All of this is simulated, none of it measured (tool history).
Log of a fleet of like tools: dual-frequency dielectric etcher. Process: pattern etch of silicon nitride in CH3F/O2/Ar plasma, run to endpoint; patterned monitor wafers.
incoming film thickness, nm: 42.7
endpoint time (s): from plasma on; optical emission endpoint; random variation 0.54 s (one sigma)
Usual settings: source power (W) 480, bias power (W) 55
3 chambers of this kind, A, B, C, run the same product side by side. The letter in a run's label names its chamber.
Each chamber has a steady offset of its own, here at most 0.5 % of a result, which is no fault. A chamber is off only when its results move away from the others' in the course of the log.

run	hour	source power (W)	bias power (W)	endpoint time (s)
1A	4.2	480	55	63.487
2C	11.8	480	55	63.157
3B	16.4	480	55	63.073
4A	24.8	480	55	63.604
5B	30.3	540	60	57.319
6C	37.6	540	60	58.803
7B	44.9	540	60	58.000
8C	53.9	480	55	62.859
9A	59.7	480	55	63.003
10A	68.8	480	55	63.590
11B	77.9	480	55	62.593
12C	85.0	520	49	65.647
13B	92.3	520	49	63.080
14A	98.9	520	49	63.679
15C	106.3	480	55	65.470
16C	113.8	480	55	65.141
17A	123.1	480	55	63.186
18B	129.4	480	55	63.402
19A	137.1	480	55	62.421
20C	145.5	480	55	65.210
21B	153.1	480	55	62.346
22C	157.8	480	55	66.134
# hour 159.6: chamber A: wet clean of the chamber
23A	163.1	480	55	63.254

Is one chamber off against the others, does the gauge drift, or is nothing wrong? If a chamber is off, say which, and what the likeliest cause is.

Chamber C drifts away from the others.
Cause: etch rate under this chamber's usual, % = 4.86.

Here are 4 candidates for chamber C's next run, each the usual settings with a change, their results left as question marks. Which one brings its results back in line with what the others give on the usual settings?
In line means no further than this from the other chambers' mean on the usual settings: endpoint time (s) 1.900
24C-1	169.9	560	63	?
24C-2	169.9	440	51	?
24C-3	169.9	520	59	?
24C-4	169.9	360	55	?

The other chambers' mean on the usual settings: endpoint time (s) 62.870
run	endpoint time (s)
24C-1	59.975
24C-2	70.573
24C-3	63.070
24C-4	74.572
24C-3 brings the chamber back in line.

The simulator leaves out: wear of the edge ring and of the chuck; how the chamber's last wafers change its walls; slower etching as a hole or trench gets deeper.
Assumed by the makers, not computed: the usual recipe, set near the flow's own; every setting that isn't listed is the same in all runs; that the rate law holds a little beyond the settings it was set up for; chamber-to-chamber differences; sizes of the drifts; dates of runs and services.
